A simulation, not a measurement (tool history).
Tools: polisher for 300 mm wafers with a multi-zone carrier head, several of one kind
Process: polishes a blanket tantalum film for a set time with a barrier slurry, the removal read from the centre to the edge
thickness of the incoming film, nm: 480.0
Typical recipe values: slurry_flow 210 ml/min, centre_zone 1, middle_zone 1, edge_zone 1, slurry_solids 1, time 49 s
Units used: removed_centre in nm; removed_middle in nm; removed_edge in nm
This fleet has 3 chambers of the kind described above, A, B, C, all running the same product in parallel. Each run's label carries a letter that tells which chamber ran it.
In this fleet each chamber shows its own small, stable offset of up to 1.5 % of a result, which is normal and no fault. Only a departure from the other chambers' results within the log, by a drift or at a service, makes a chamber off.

At hour 9.5: chamber C: worn pad replaced by a new one.
Run 1B, hour 12.1: usual settings. Result: removed_centre 83.899 nm, removed_middle 83.364 nm, removed_edge 83.681 nm.
Run 2A, hour 19.7: usual settings. Result: removed_centre 85.31 nm, removed_middle 85.807 nm, removed_edge 85.756 nm.
Run 3C, hour 28.4: usual settings. Result: removed_centre 85.392 nm, removed_middle 85.953 nm, removed_edge 85.558 nm.
Run 4B, hour 38.6: usual settings. Result: removed_centre 86.243 nm, removed_middle 84.266 nm, removed_edge 84.8 nm.
At hour 39.8: chamber A: worn pad replaced by a new one.
At hour 40.8: chamber B: worn pad replaced by a new one.
Run 5A, hour 46.4: usual settings but centre_zone 1.09, edge_zone 0.93. Result: removed_centre 93.285 nm, removed_middle 87.483 nm, removed_edge 80.816 nm.
Run 6C, hour 54.4: usual settings but centre_zone 1.09, edge_zone 0.93. Result: removed_centre 93.618 nm, removed_middle 84.766 nm, removed_edge 82.434 nm.
Run 7B, hour 64.2: usual settings but centre_zone 1.09, edge_zone 0.93. Result: removed_centre 94.769 nm, removed_middle 87.378 nm, removed_edge 82.537 nm.
At hour 69.2: chamber A: edge zone pressure recalibrated.
Run 8C, hour 70.3: usual settings. Result: removed_centre 86.295 nm, removed_middle 86.044 nm, removed_edge 84.371 nm.
Run 9A, hour 82.1: usual settings. Result: removed_centre 83.289 nm, removed_middle 85.934 nm, removed_edge 84.809 nm.
Run 10A, hour 93.7: usual settings. Result: removed_centre 83.17 nm, removed_middle 85.735 nm, removed_edge 85.547 nm.
Run 11B, hour 100.3: usual settings but slurry_solids 0.85. Result: removed_centre 79.159 nm, removed_middle 81.122 nm, removed_edge 80.831 nm.
Run 12C, hour 111.6: usual settings but slurry_solids 0.85. Result: removed_centre 82.738 nm, removed_middle 79.767 nm, removed_edge 81.966 nm.
Run 13B, hour 124.5: usual settings but slurry_solids 0.85. Result: removed_centre 80.388 nm, removed_middle 80.946 nm, removed_edge 80.559 nm.
At hour 129.7: chamber A: worn pad replaced by a new one.
Run 14C, hour 134.8: usual settings. Result: removed_centre 87.272 nm, removed_middle 83.442 nm, removed_edge 84.849 nm.
Run 15A, hour 146.7: usual settings. Result: removed_centre 83.056 nm, removed_middle 85.558 nm, removed_edge 84.63 nm.
At hour 149.6: chamber C: worn pad replaced by a new one.
Run 16C, hour 160: usual settings. Result: removed_centre 85.91 nm, removed_middle 83.304 nm, removed_edge 85.78 nm.
Run 17B, hour 171.2: usual settings. Result: removed_centre 83.765 nm, removed_middle 87.843 nm, removed_edge 84.962 nm.
Run 18A, hour 184.5: usual settings. Result: removed_centre 80.978 nm, removed_middle 85.249 nm, removed_edge 86.251 nm.
Run 19A, hour 196.4: usual settings. Result: removed_centre 81.187 nm, removed_middle 85.436 nm, removed_edge 85.074 nm.
At hour 196.6: chamber B: worn pad replaced by a new one.
Run 20B, hour 209.1: usual settings. Result: removed_centre 84.143 nm, removed_middle 86.361 nm, removed_edge 83.54 nm.
Run 21C, hour 220.5: usual settings. Result: removed_centre 86.622 nm, removed_middle 86.442 nm, removed_edge 84.54 nm.
At hour 229.9: chamber A: worn pad replaced by a new one.
Run 22C, hour 231.7: usual settings. Result: removed_centre 86.164 nm, removed_middle 83.305 nm, removed_edge 84.379 nm.
Run 23A, hour 239.6: usual settings. Result: removed_centre 80.481 nm, removed_middle 83.397 nm, removed_edge 85.043 nm.
At hour 248.2: chamber B: centre zone pressure recalibrated.
Run 24B, hour 250.5: usual settings but middle_zone 1.09, time 61 s. Result: removed_centre 106.15 nm, removed_middle 115.34 nm, removed_edge 105.45 nm.
Run 25B, hour 259.1: usual settings but middle_zone 1.09, time 61 s. Result: removed_centre 105.05 nm, removed_middle 115.06 nm, removed_edge 104.71 nm.
Run 26C, hour 268.2: usual settings but middle_zone 1.09, time 61 s. Result: removed_centre 107.36 nm, removed_middle 114.69 nm, removed_edge 105.68 nm.
Run 27A, hour 279.7: usual settings. Result: removed_centre 78.12 nm, removed_middle 86.835 nm, removed_edge 85.127 nm.
Run 28B, hour 289.9: usual settings. Result: removed_centre 83.939 nm, removed_middle 84.065 nm, removed_edge 85.197 nm.
Run 29A, hour 301.2: usual settings. Result: removed_centre 79.309 nm, removed_middle 86.365 nm, removed_edge 83.837 nm.

Each of the 3 chambers runs these same settings next. Fill in every chamber's results:
Run 30A, hour 310.7: usual settings. Result: removed_centre ?, removed_middle ?, removed_edge ?.
Run 30B, hour 310.7: usual settings. Result: removed_centre ?, removed_middle ?, removed_edge ?.
Run 30C, hour 310.7: usual settings. Result: removed_centre ?, removed_middle ?, removed_edge ?.

run  removed_centre  removed_middle  removed_edge
30A            79.4          87.007        85.418
30B          85.425          85.043        84.247
30C          86.554          86.851        85.861
